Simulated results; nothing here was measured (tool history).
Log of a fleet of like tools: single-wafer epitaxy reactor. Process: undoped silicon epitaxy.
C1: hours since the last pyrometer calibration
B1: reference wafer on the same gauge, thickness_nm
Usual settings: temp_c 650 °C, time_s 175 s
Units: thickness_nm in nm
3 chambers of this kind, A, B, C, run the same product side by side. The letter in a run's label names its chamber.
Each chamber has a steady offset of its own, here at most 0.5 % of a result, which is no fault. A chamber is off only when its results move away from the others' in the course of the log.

{"run": "1A", "hour": 5.2, "temp_c": 650, "time_s": 175, "C1": 1098.4, "B1": 33.984, "thickness_nm": 29.182}
{"run": "2C", "hour": 14.5, "temp_c": 650, "time_s": 175, "C1": 36.2, "B1": 34.019, "thickness_nm": 29.438}
{"run": "3B", "hour": 20.2, "temp_c": 650, "time_s": 175, "C1": 794.4, "B1": 33.986, "thickness_nm": 29.315}
{"run": "4C", "hour": 29.6, "temp_c": 650, "time_s": 175, "C1": 51.3, "B1": 34.01, "thickness_nm": 29.379}
{"run": "5A", "hour": 34.8, "temp_c": 638, "time_s": 151, "C1": 1128, "B1": 33.986, "thickness_nm": 19.456}
{"run": "6B", "hour": 43.1, "temp_c": 638, "time_s": 151, "C1": 817.3, "B1": 34.017, "thickness_nm": 19.398}
{"run": "7B", "hour": 50.2, "temp_c": 638, "time_s": 151, "C1": 824.4, "B1": 34.027, "thickness_nm": 19.486}
{"run": "8A", "hour": 60.0, "temp_c": 650, "time_s": 175, "C1": 1153.2, "B1": 34.015, "thickness_nm": 29.333}
{"run": "9C", "hour": 67.9, "temp_c": 664, "time_s": 175, "C1": 89.6, "B1": 34.017, "thickness_nm": 39.884}
{"run": "10C", "hour": 75.2, "temp_c": 664, "time_s": 175, "C1": 96.9, "B1": 34.003, "thickness_nm": 39.922}
{"run": "11A", "hour": 81.6, "temp_c": 664, "time_s": 175, "C1": 1174.8, "B1": 33.996, "thickness_nm": 39.295}
{"run": "12B", "hour": 89.5, "temp_c": 650, "time_s": 175, "C1": 863.7, "B1": 33.991, "thickness_nm": 29.331}
{"run": "13B", "hour": 99.4, "temp_c": 650, "time_s": 175, "C1": 873.6, "B1": 34.018, "thickness_nm": 29.102}
{"run": "14A", "hour": 109.5, "temp_c": 650, "time_s": 175, "C1": 1202.7, "B1": 34.002, "thickness_nm": 29.254}
{"run": "15C", "hour": 117.1, "temp_c": 650, "time_s": 175, "C1": 138.8, "B1": 33.99, "thickness_nm": 29.451}
{"run": "16C", "hour": 125.8, "temp_c": 650, "time_s": 155, "C1": 147.5, "B1": 34.001, "thickness_nm": 26.185}
{"run": "17B", "hour": 136.0, "temp_c": 650, "time_s": 155, "C1": 910.2, "B1": 34.017, "thickness_nm": 26.06}
{"run": "18A", "hour": 140.8, "temp_c": 650, "time_s": 155, "C1": 1234, "B1": 33.99, "thickness_nm": 25.901}
{"run": "19A", "hour": 149.3, "temp_c": 650, "time_s": 175, "C1": 1242.5, "B1": 33.973, "thickness_nm": 29.378}
{"run": "20C", "hour": 154.3, "temp_c": 650, "time_s": 175, "C1": 176, "B1": 33.987, "thickness_nm": 29.584}
{"run": "21B", "hour": 162.2, "temp_c": 650, "time_s": 175, "C1": 936.4, "B1": 34.009, "thickness_nm": 29.207}
{"run": "22C", "hour": 167.7, "temp_c": 650, "time_s": 175, "C1": 189.4, "B1": 33.992, "thickness_nm": 29.42}
{"run": "23B", "hour": 176.6, "temp_c": 650, "time_s": 175, "C1": 950.8, "B1": 34.013, "thickness_nm": 29.377}
{"run": "24A", "hour": 182.7, "temp_c": 660, "time_s": 157, "C1": 1275.9, "B1": 33.986, "thickness_nm": 32.242}
{"run": "25A", "hour": 187.3, "temp_c": 660, "time_s": 157, "C1": 1280.5, "B1": 33.997, "thickness_nm": 32.226}
{"run": "26C", "hour": 195.1, "temp_c": 660, "time_s": 157, "C1": 216.8, "B1": 33.971, "thickness_nm": 32.738}
{"run": "27B", "hour": 203.6, "temp_c": 650, "time_s": 175, "C1": 977.8, "B1": 33.997, "thickness_nm": 29.37}
{"run": "28C", "hour": 209.6, "temp_c": 650, "time_s": 175, "C1": 231.3, "B1": 34.012, "thickness_nm": 29.205}
{"run": "29B", "hour": 215.2, "temp_c": 650, "time_s": 175, "C1": 989.4, "B1": 33.992, "thickness_nm": 29.43}
{"run": "30A", "hour": 223.3, "temp_c": 650, "time_s": 175, "C1": 1316.5, "B1": 33.99, "thickness_nm": 29.153}

Next, every chamber runs the same settings. What will each give?
{"run": "31A", "hour": 230.6, "temp_c": 658, "time_s": 175, "thickness_nm": "?"}
{"run": "31B", "hour": 230.6, "temp_c": 658, "time_s": 175, "thickness_nm": "?"}
{"run": "31C", "hour": 230.6, "temp_c": 658, "time_s": 175, "thickness_nm": "?"}

run=31A thickness_nm=34.691
run=31B thickness_nm=34.87
run=31C thickness_nm=35.063

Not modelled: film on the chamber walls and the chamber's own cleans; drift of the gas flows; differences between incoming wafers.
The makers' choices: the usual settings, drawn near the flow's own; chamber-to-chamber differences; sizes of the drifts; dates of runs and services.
